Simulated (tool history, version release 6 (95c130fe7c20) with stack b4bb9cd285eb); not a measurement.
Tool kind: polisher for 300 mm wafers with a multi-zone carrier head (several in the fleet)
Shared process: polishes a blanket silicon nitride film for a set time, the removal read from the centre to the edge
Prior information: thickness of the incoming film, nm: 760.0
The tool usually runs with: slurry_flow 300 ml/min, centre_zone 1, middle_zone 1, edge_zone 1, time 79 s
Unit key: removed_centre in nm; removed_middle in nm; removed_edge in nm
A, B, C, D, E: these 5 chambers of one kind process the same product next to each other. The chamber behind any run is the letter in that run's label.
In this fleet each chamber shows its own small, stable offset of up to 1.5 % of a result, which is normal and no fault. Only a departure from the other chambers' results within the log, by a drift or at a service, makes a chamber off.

{"hour": 1.4, "done": "chamber A: worn pad replaced by a new one"}
{"run": "1B", "hour": 6.8, "slurry_flow": 300, "centre_zone": 1, "middle_zone": 1, "edge_zone": 1, "time": 79, "removed_centre": 167.32, "removed_middle": 170.8, "removed_edge": 172.8}
{"run": "2E", "hour": 11.9, "slurry_flow": 300, "centre_zone": 1, "middle_zone": 1, "edge_zone": 1, "time": 79, "removed_centre": 172.18, "removed_middle": 169.29, "removed_edge": 169.82}
{"hour": 15.8, "done": "chamber C: worn pad replaced by a new one"}
{"run": "3A", "hour": 16.3, "slurry_flow": 300, "centre_zone": 1, "middle_zone": 1, "edge_zone": 1, "time": 79, "removed_centre": 169.56, "removed_middle": 173.14, "removed_edge": 173.02}
{"run": "4D", "hour": 20.9, "slurry_flow": 300, "centre_zone": 1, "middle_zone": 1, "edge_zone": 1, "time": 79, "removed_centre": 171.44, "removed_middle": 170.75, "removed_edge": 169.98}
{"run": "5C", "hour": 24.6, "slurry_flow": 300, "centre_zone": 1, "middle_zone": 1, "edge_zone": 1, "time": 79, "removed_centre": 170.59, "removed_middle": 168.46, "removed_edge": 169.19}
{"run": "6C", "hour": 29.3, "slurry_flow": 300, "centre_zone": 1, "middle_zone": 1, "edge_zone": 1, "time": 79, "removed_centre": 170.92, "removed_middle": 171.58, "removed_edge": 167.12}
{"hour": 34.0, "done": "chamber C: centre zone pressure recalibrated"}
{"run": "7E", "hour": 36.1, "slurry_flow": 300, "centre_zone": 1, "middle_zone": 1, "edge_zone": 1, "time": 79, "removed_centre": 171.83, "removed_middle": 169.43, "removed_edge": 171.46}
{"hour": 37.0, "done": "chamber A: slurry nozzle cleaned"}
{"hour": 37.0, "done": "chamber E: worn pad replaced by a new one"}
{"run": "8A", "hour": 41.0, "slurry_flow": 300, "centre_zone": 1, "middle_zone": 1, "edge_zone": 1, "time": 79, "removed_centre": 172.69, "removed_middle": 170.98, "removed_edge": 167.84}
{"run": "9D", "hour": 45.6, "slurry_flow": 300, "centre_zone": 1, "middle_zone": 1, "edge_zone": 1, "time": 79, "removed_centre": 169.02, "removed_middle": 171.92, "removed_edge": 171.81}
{"hour": 47.8, "done": "chamber B: worn pad replaced by a new one"}
{"run": "10B", "hour": 48.7, "slurry_flow": 300, "centre_zone": 1, "middle_zone": 1, "edge_zone": 1, "time": 79, "removed_centre": 169.32, "removed_middle": 170.52, "removed_edge": 168.83}
{"run": "11D", "hour": 54.8, "slurry_flow": 300, "centre_zone": 1, "middle_zone": 1, "edge_zone": 1, "time": 79, "removed_centre": 169.44, "removed_middle": 171.29, "removed_edge": 173.72}
{"hour": 58.3, "done": "chamber E: edge zone pressure recalibrated"}
{"run": "12E", "hour": 61.3, "slurry_flow": 300, "centre_zone": 1, "middle_zone": 1, "edge_zone": 1, "time": 79, "removed_centre": 172.33, "removed_middle": 168.83, "removed_edge": 169.7}
{"run": "13C", "hour": 65.9, "slurry_flow": 300, "centre_zone": 1, "middle_zone": 1, "edge_zone": 1, "time": 79, "removed_centre": 173.2, "removed_middle": 170.39, "removed_edge": 169.42}
{"hour": 67.9, "done": "chamber A: worn pad replaced by a new one"}
{"run": "14B", "hour": 69.4, "slurry_flow": 300, "centre_zone": 1, "middle_zone": 1, "edge_zone": 1, "time": 79, "removed_centre": 170.39, "removed_middle": 171.72, "removed_edge": 172.42}
{"run": "15A", "hour": 74.3, "slurry_flow": 300, "centre_zone": 1, "middle_zone": 1, "edge_zone": 1, "time": 79, "removed_centre": 168.74, "removed_middle": 173.42, "removed_edge": 169.31}
{"run": "16D", "hour": 80.6, "slurry_flow": 300, "centre_zone": 1, "middle_zone": 1, "edge_zone": 1, "time": 79, "removed_centre": 171.25, "removed_middle": 172.14, "removed_edge": 169.33}
{"hour": 85.8, "done": "chamber D: worn pad replaced by a new one"}
{"run": "17A", "hour": 87.4, "slurry_flow": 300, "centre_zone": 1, "middle_zone": 1, "edge_zone": 1.07, "time": 68, "removed_centre": 146.04, "removed_middle": 147.49, "removed_edge": 146.5}
{"run": "18B", "hour": 92.3, "slurry_flow": 300, "centre_zone": 1, "middle_zone": 1, "edge_zone": 1.07, "time": 68, "removed_centre": 148.98, "removed_middle": 149.17, "removed_edge": 151.08}
{"run": "19E", "hour": 98.0, "slurry_flow": 300, "centre_zone": 1, "middle_zone": 1, "edge_zone": 1.07, "time": 68, "removed_centre": 149.58, "removed_middle": 145.21, "removed_edge": 152.28}
{"run": "20C", "hour": 102.8, "slurry_flow": 300, "centre_zone": 1, "middle_zone": 1, "edge_zone": 1.07, "time": 68, "removed_centre": 145.44, "removed_middle": 146.32, "removed_edge": 147.12}
{"run": "21B", "hour": 108.1, "slurry_flow": 300, "centre_zone": 1, "middle_zone": 1, "edge_zone": 1.07, "time": 68, "removed_centre": 145.55, "removed_middle": 146.75, "removed_edge": 153.06}
{"run": "22C", "hour": 113.3, "slurry_flow": 300, "centre_zone": 1, "middle_zone": 1, "edge_zone": 1, "time": 79, "removed_centre": 169.99, "removed_middle": 170.72, "removed_edge": 165.67}
{"run": "23D", "hour": 117.8, "slurry_flow": 300, "centre_zone": 1, "middle_zone": 1, "edge_zone": 1, "time": 79, "removed_centre": 169.12, "removed_middle": 171.09, "removed_edge": 170.84}
{"hour": 122.5, "done": "chamber B: worn pad replaced by a new one"}
{"run": "24A", "hour": 122.9, "slurry_flow": 300, "centre_zone": 1, "middle_zone": 1, "edge_zone": 1, "time": 79, "removed_centre": 168.97, "removed_middle": 171.35, "removed_edge": 168.71}
{"run": "25E", "hour": 127.4, "slurry_flow": 300, "centre_zone": 1, "middle_zone": 1, "edge_zone": 1, "time": 79, "removed_centre": 169.88, "removed_middle": 169.16, "removed_edge": 173.84}
{"hour": 133.0, "done": "chamber A: worn pad replaced by a new one"}
{"run": "26E", "hour": 133.9, "slurry_flow": 300, "centre_zone": 0.93, "middle_zone": 0.95, "edge_zone": 1, "time": 79, "removed_centre": 157.55, "removed_middle": 163.05, "removed_edge": 170.77}
{"hour": 136.7, "done": "chamber C: edge zone pressure recalibrated"}
{"run": "27C", "hour": 137.6, "slurry_flow": 300, "centre_zone": 0.93, "middle_zone": 0.95, "edge_zone": 1, "time": 79, "removed_centre": 158.24, "removed_middle": 160.73, "removed_edge": 169.47}
{"hour": 139.3, "done": "chamber E: worn pad replaced by a new one"}
{"run": "28A", "hour": 144.0, "slurry_flow": 300, "centre_zone": 0.93, "middle_zone": 0.95, "edge_zone": 1, "time": 79, "removed_centre": 154.09, "removed_middle": 163.66, "removed_edge": 169.19}
{"run": "29B", "hour": 147.3, "slurry_flow": 300, "centre_zone": 0.93, "middle_zone": 0.95, "edge_zone": 1, "time": 79, "removed_centre": 157.25, "removed_middle": 164.71, "removed_edge": 167.32}
{"run": "30D", "hour": 152.0, "slurry_flow": 300, "centre_zone": 0.93, "middle_zone": 0.95, "edge_zone": 1, "time": 79, "removed_centre": 159.57, "removed_middle": 162.73, "removed_edge": 170.2}
{"hour": 153.5, "done": "chamber C: worn pad replaced by a new one"}
{"run": "31D", "hour": 157.0, "slurry_flow": 300, "centre_zone": 1, "middle_zone": 1, "edge_zone": 1.05, "time": 65, "removed_centre": 139.56, "removed_middle": 140.79, "removed_edge": 144.75}
{"run": "32E", "hour": 160.0, "slurry_flow": 300, "centre_zone": 1, "middle_zone": 1, "edge_zone": 1.05, "time": 65, "removed_centre": 142.69, "removed_middle": 140.3, "removed_edge": 144.14}
{"run": "33B", "hour": 163.8, "slurry_flow": 300, "centre_zone": 1, "middle_zone": 1, "edge_zone": 1.05, "time": 65, "removed_centre": 138.62, "removed_middle": 138.53, "removed_edge": 145.38}
{"hour": 164.5, "done": "chamber A: centre zone pressure recalibrated"}
{"hour": 166.2, "done": "chamber B: slurry nozzle cleaned"}
{"run": "34A", "hour": 167.8, "slurry_flow": 300, "centre_zone": 1, "middle_zone": 1, "edge_zone": 1.05, "time": 65, "removed_centre": 140.34, "removed_middle": 141.81, "removed_edge": 140.21}
{"run": "35C", "hour": 171.3, "slurry_flow": 300, "centre_zone": 1, "middle_zone": 1, "edge_zone": 1.05, "time": 65, "removed_centre": 139.33, "removed_middle": 139.29, "removed_edge": 141.52}
{"run": "36D", "hour": 176.2, "slurry_flow": 300, "centre_zone": 1, "middle_zone": 1, "edge_zone": 1, "time": 79, "removed_centre": 169.24, "removed_middle": 172, "removed_edge": 169.27}
{"run": "37A", "hour": 181.9, "slurry_flow": 300, "centre_zone": 0.96, "middle_zone": 0.96, "edge_zone": 1, "time": 79, "removed_centre": 161.15, "removed_middle": 166.03, "removed_edge": 169.26}
{"run": "38C", "hour": 188.7, "slurry_flow": 300, "centre_zone": 0.96, "middle_zone": 0.96, "edge_zone": 1, "time": 79, "removed_centre": 160.87, "removed_middle": 162.63, "removed_edge": 166.97}
{"run": "39B", "hour": 194.1, "slurry_flow": 300, "centre_zone": 0.96, "middle_zone": 0.96, "edge_zone": 1, "time": 79, "removed_centre": 161.61, "removed_middle": 165.16, "removed_edge": 169.62}
{"run": "40E", "hour": 200.9, "slurry_flow": 300, "centre_zone": 0.96, "middle_zone": 0.96, "edge_zone": 1, "time": 79, "removed_centre": 163.48, "removed_middle": 163.3, "removed_edge": 169.52}
{"hour": 202.7, "done": "chamber B: worn pad replaced by a new one"}
{"run": "41B", "hour": 204.5, "slurry_flow": 300, "centre_zone": 0.96, "middle_zone": 0.96, "edge_zone": 1, "time": 79, "removed_centre": 161.21, "removed_middle": 164.03, "removed_edge": 167.95}
{"run": "42C", "hour": 208.3, "slurry_flow": 300, "centre_zone": 1, "middle_zone": 1, "edge_zone": 1, "time": 79, "removed_centre": 169.47, "removed_middle": 169.51, "removed_edge": 168.38}

All 5 chambers run these settings next. Forecast each chamber's results:
{"run": "43A", "hour": 213.2, "slurry_flow": 300, "centre_zone": 1, "middle_zone": 1, "edge_zone": 1.11, "time": 79, "removed_centre": "?", "removed_middle": "?", "removed_edge": "?"}
{"run": "43B", "hour": 213.2, "slurry_flow": 300, "centre_zone": 1, "middle_zone": 1, "edge_zone": 1.11, "time": 79, "removed_centre": "?", "removed_middle": "?", "removed_edge": "?"}
{"run": "43C", "hour": 213.2, "slurry_flow": 300, "centre_zone": 1, "middle_zone": 1, "edge_zone": 1.11, "time": 79, "removed_centre": "?", "removed_middle": "?", "removed_edge": "?"}
{"run": "43D", "hour": 213.2, "slurry_flow": 300, "centre_zone": 1, "middle_zone": 1, "edge_zone": 1.11, "time": 79, "removed_centre": "?", "removed_middle": "?", "removed_edge": "?"}
{"run": "43E", "hour": 213.2, "slurry_flow": 300, "centre_zone": 1, "middle_zone": 1, "edge_zone": 1.11, "time": 79, "removed_centre": "?", "removed_middle": "?", "removed_edge": "?"}

run=43A removed_centre=171.44 removed_middle=171.68 removed_edge=177.2
run=43B removed_centre=168.26 removed_middle=171.83 removed_edge=179.8
run=43C removed_centre=171.15 removed_middle=170.21 removed_edge=179.61
run=43D removed_centre=168.94 removed_middle=172.19 removed_edge=176.91
run=43E removed_centre=172.88 removed_middle=170.77 removed_edge=179.83
